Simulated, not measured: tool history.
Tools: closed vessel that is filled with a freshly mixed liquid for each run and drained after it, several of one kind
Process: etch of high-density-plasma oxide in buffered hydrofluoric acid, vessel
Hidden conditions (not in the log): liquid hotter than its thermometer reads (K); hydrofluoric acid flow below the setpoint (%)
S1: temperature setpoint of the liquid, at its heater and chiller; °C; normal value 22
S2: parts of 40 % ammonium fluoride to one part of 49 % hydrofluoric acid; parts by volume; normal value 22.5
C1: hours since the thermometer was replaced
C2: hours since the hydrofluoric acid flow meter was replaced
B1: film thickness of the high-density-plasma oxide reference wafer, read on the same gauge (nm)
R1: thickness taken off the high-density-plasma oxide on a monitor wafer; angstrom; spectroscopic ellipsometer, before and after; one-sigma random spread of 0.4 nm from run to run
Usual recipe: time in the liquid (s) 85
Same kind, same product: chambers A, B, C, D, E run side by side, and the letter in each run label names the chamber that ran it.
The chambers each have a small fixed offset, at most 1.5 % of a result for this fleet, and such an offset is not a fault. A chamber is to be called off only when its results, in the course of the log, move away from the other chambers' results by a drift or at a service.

{"run": "1A", "hour": 7.0, "S1": 22, "S2": 22.5, "time in the liquid (s)": 85, "C1": 1754, "C2": 280, "B1": 110.03, "R1": 444.88}
{"run": "2B", "hour": 13.6, "S1": 22, "S2": 22.5, "time in the liquid (s)": 85, "C1": 542.1, "C2": 1400.8, "B1": 110.02, "R1": 439.61}
{"run": "3C", "hour": 20.5, "S1": 22, "S2": 22.5, "time in the liquid (s)": 85, "C1": 359.4, "C2": 2305.3, "B1": 109.97, "R1": 449.53}
{"run": "4E", "hour": 25.4, "S1": 22, "S2": 22.5, "time in the liquid (s)": 85, "C1": 985.9, "C2": 475.7, "B1": 109.98, "R1": 450.84}
{"hour": 30.8, "done": "chamber B: hydrofluoric acid flow meter replaced"}
{"run": "5D", "hour": 31.0, "S1": 22, "S2": 22.5, "time in the liquid (s)": 85, "C1": 702.5, "C2": 1562.2, "B1": 110.01, "R1": 440.7}
{"run": "6C", "hour": 36.4, "S1": 22, "S2": 22.5, "time in the liquid (s)": 85, "C1": 375.3, "C2": 2321.2, "B1": 109.99, "R1": 444.27}
{"run": "7B", "hour": 42.3, "S1": 22, "S2": 22.5, "time in the liquid (s)": 85, "C1": 570.8, "C2": 11.6, "B1": 109.95, "R1": 449.7}
{"run": "8E", "hour": 50.2, "S1": 22, "S2": 22.5, "time in the liquid (s)": 85, "C1": 1010.7, "C2": 500.5, "B1": 110.01, "R1": 451.03}
{"run": "9A", "hour": 55.7, "S1": 23.5, "S2": 22.5, "time in the liquid (s)": 55, "C1": 1802.7, "C2": 328.7, "B1": 110.04, "R1": 308.53}
{"run": "10D", "hour": 64.0, "S1": 23.5, "S2": 22.5, "time in the liquid (s)": 55, "C1": 735.5, "C2": 1595.2, "B1": 110.01, "R1": 314.91}
{"run": "11B", "hour": 68.1, "S1": 23.5, "S2": 22.5, "time in the liquid (s)": 55, "C1": 596.6, "C2": 37.4, "B1": 109.98, "R1": 318.94}
{"run": "12A", "hour": 72.6, "S1": 23.5, "S2": 22.5, "time in the liquid (s)": 55, "C1": 1819.6, "C2": 345.6, "B1": 110.01, "R1": 309.04}
{"run": "13C", "hour": 79.5, "S1": 23.5, "S2": 22.5, "time in the liquid (s)": 55, "C1": 418.4, "C2": 2364.3, "B1": 110.05, "R1": 310.75}
{"run": "14D", "hour": 83.7, "S1": 22, "S2": 22.5, "time in the liquid (s)": 85, "C1": 755.2, "C2": 1614.9, "B1": 110, "R1": 451.28}
{"hour": 85.0, "done": "chamber D: hydrofluoric acid flow meter replaced"}
{"run": "15E", "hour": 90.1, "S1": 22, "S2": 22.5, "time in the liquid (s)": 85, "C1": 1050.6, "C2": 540.4, "B1": 110, "R1": 449.88}
{"run": "16C", "hour": 95.6, "S1": 22, "S2": 22.5, "time in the liquid (s)": 85, "C1": 434.5, "C2": 2380.4, "B1": 110, "R1": 438.58}
{"run": "17A", "hour": 103.2, "S1": 22, "S2": 22.5, "time in the liquid (s)": 85, "C1": 1850.2, "C2": 376.2, "B1": 110.01, "R1": 439.04}
{"run": "18B", "hour": 109.2, "S1": 22, "S2": 22.5, "time in the liquid (s)": 85, "C1": 637.7, "C2": 78.5, "B1": 110.03, "R1": 468.16}
{"run": "19D", "hour": 112.9, "S1": 22, "S2": 25.5, "time in the liquid (s)": 85, "C1": 784.4, "C2": 27.9, "B1": 110.01, "R1": 404.7}
{"run": "20E", "hour": 117.8, "S1": 22, "S2": 25.5, "time in the liquid (s)": 85, "C1": 1078.3, "C2": 568.1, "B1": 110.01, "R1": 407.14}
{"run": "21C", "hour": 124.9, "S1": 22, "S2": 25.5, "time in the liquid (s)": 85, "C1": 463.8, "C2": 2409.7, "B1": 110, "R1": 404.72}
{"run": "22D", "hour": 132.8, "S1": 22, "S2": 25.5, "time in the liquid (s)": 85, "C1": 804.3, "C2": 47.8, "B1": 109.96, "R1": 408.72}
{"run": "23E", "hour": 140.5, "S1": 22, "S2": 25.5, "time in the liquid (s)": 85, "C1": 1101, "C2": 590.8, "B1": 109.96, "R1": 414.01}
{"run": "24B", "hour": 147.5, "S1": 22, "S2": 22.5, "time in the liquid (s)": 85, "C1": 676, "C2": 116.8, "B1": 110.03, "R1": 479.71}
{"run": "25A", "hour": 153.6, "S1": 22, "S2": 22.5, "time in the liquid (s)": 85, "C1": 1900.6, "C2": 426.6, "B1": 109.98, "R1": 439.83}
{"run": "26B", "hour": 158.6, "S1": 22, "S2": 22.5, "time in the liquid (s)": 85, "C1": 687.1, "C2": 127.9, "B1": 110, "R1": 477.49}
{"run": "27A", "hour": 164.2, "S1": 22, "S2": 22.5, "time in the liquid (s)": 85, "C1": 1911.2, "C2": 437.2, "B1": 109.99, "R1": 446.17}
{"run": "28D", "hour": 168.6, "S1": 22, "S2": 22.5, "time in the liquid (s)": 85, "C1": 840.1, "C2": 83.6, "B1": 110, "R1": 442.71}
{"run": "29C", "hour": 173.7, "S1": 22, "S2": 22.5, "time in the liquid (s)": 85, "C1": 512.6, "C2": 2458.5, "B1": 110.02, "R1": 445.03}
{"run": "30E", "hour": 178.5, "S1": 22, "S2": 22.5, "time in the liquid (s)": 85, "C1": 1139, "C2": 628.8, "B1": 110.02, "R1": 452.39}

Which is it: a chamber that has drifted or been left off by a service, a gauge drift common to all chambers, or only each chamber's usual small offset? If a chamber is off, name it and its likeliest cause.

Little by little, chamber B moves away from the other chambers.
Most likely cause: liquid hotter than its thermometer reads (K) = 1.9.

Below are 4 candidate recipes for chamber B's next run, each the usual settings with a change, their results shown as question marks. Which of them brings B's results back in line with what the other chambers give on the usual settings?
Allowed miss from the other chambers' usual-settings mean, per result, to count as in line: R1 14 angstrom
{"run": "31B-1", "hour": 184.7, "S1": 21.5, "S2": 23, "time in the liquid (s)": 80, "R1": "?"}
{"run": "31B-2", "hour": 184.7, "S1": 22, "S2": 21.5, "time in the liquid (s)": 85, "R1": "?"}
{"run": "31B-3", "hour": 184.7, "S1": 22.5, "S2": 22, "time in the liquid (s)": 90, "R1": "?"}
{"run": "31B-4", "hour": 184.7, "S1": 22, "S2": 23.5, "time in the liquid (s)": 85, "R1": "?"}

The other chambers' mean on the usual settings: R1 445.14 angstrom
run=31B-1 R1=446.17
run=31B-2 R1=510.21
run=31B-3 R1=546.48
run=31B-4 R1=479.82
The right change is 31B-1: it brings the chamber back within the allowed miss of the others.
